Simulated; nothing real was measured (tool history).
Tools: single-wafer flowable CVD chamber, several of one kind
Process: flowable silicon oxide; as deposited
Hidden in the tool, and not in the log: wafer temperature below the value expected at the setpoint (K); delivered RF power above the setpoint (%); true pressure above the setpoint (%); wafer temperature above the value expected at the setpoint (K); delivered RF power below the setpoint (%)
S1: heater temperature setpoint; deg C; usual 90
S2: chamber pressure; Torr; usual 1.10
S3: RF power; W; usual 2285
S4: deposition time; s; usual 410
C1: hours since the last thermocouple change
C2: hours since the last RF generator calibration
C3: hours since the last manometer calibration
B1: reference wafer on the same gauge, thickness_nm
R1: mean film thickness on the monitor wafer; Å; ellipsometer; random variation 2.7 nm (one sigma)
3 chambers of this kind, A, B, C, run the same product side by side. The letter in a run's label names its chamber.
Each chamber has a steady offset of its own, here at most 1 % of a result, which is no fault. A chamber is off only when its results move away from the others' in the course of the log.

run,hour,S1,S2,S3,S4,C1,C2,C3,B1,R1
1A,10.9,90,1.10,2285,410,971.5,356.7,552.5,582.36,5297.3
2C,22.5,90,1.10,2285,410,807.0,247.5,559.8,582.29,5222.3
3B,32.3,90,1.10,2285,410,292.3,1138.7,2111.7,581.79,5251.5
4C,43.8,90,1.10,2285,410,828.3,268.8,581.1,581.81,5183.6
5A,51.8,90,1.10,2285,410,1012.4,397.6,593.4,583.27,5264.4
6B,64.3,90,1.10,2285,410,324.3,1170.7,2143.7,582.73,5256.5
7B,74.4,90,1.10,2285,410,334.4,1180.8,2153.8,582.01,5249.1
8C,81.9,90,1.10,2285,410,866.4,306.9,619.2,582.44,5179.2
9A,94.4,90,1.10,2285,410,1055.0,440.2,636.0,581.74,5276.6
10B,103.8,90,1.10,2285,410,363.8,1210.2,2183.2,582.97,5244.9
11C,113.3,90,1.10,2285,410,897.8,338.3,650.6,581.59,5194.2
# hour 118.3: chamber B: capacitance manometer re-zeroed and calibrated
12A,124.7,90,1.10,2285,410,1085.3,470.5,666.3,582.83,5329.3
13C,133.8,90,1.10,2285,410,918.3,358.8,671.1,582.10,5220.5
14A,144.8,90,1.10,2285,410,1105.4,490.6,686.4,582.86,5248.1
15B,158.7,90,1.10,2285,410,418.7,1265.1,40.4,581.79,5261.0
16A,172.1,90,1.10,2285,410,1132.7,517.9,713.7,582.58,5302.1
17B,186.4,95,1.10,2285,340,446.4,1292.8,68.1,582.66,3720.6
18C,196.7,95,1.10,2285,340,981.2,421.7,734.0,582.16,3632.7
19C,205.9,95,1.10,2285,340,990.4,430.9,743.2,581.77,3644.8
20A,216.3,90,1.10,2285,410,1176.9,562.1,757.9,581.90,5270.3
21B,227.3,90,1.10,2285,410,487.3,1333.7,109.0,581.94,5330.8
# hour 238.3: chamber A: thermocouple changed; heater temperature recalibrated
22C,238.9,90,1.10,2285,410,1023.4,463.9,776.2,581.78,5208.3
23A,248.1,90,1.10,2285,410,9.8,593.9,789.7,581.94,5272.6
24B,258.1,85,1.10,2285,379,518.1,1364.5,139.8,582.11,5691.8
25A,264.6,85,1.10,2285,379,26.3,610.4,806.2,581.92,5684.1
26C,271.2,85,1.10,2285,379,1055.7,496.2,808.5,582.03,5605.3
27B,279.5,90,1.10,2285,410,539.5,1385.9,161.2,582.63,5308.3
28C,286.0,90,1.10,2285,410,1070.5,511.0,823.3,582.52,5216.2
29B,299.1,90,1.10,2285,410,559.1,1405.5,180.8,581.26,5281.8
30A,310.8,96,1.35,2285,410,72.5,656.6,852.4,582.68,5350.2

All 3 chambers run these settings next. Forecast each chamber's results:
31A,321.2,90,1.10,1905,410,,,,,?
31B,321.2,90,1.10,1905,410,,,,,?
31C,321.2,90,1.10,1905,410,,,,,?

run,R1
31A,5103.2
31B,5125.6
31C,5024.3
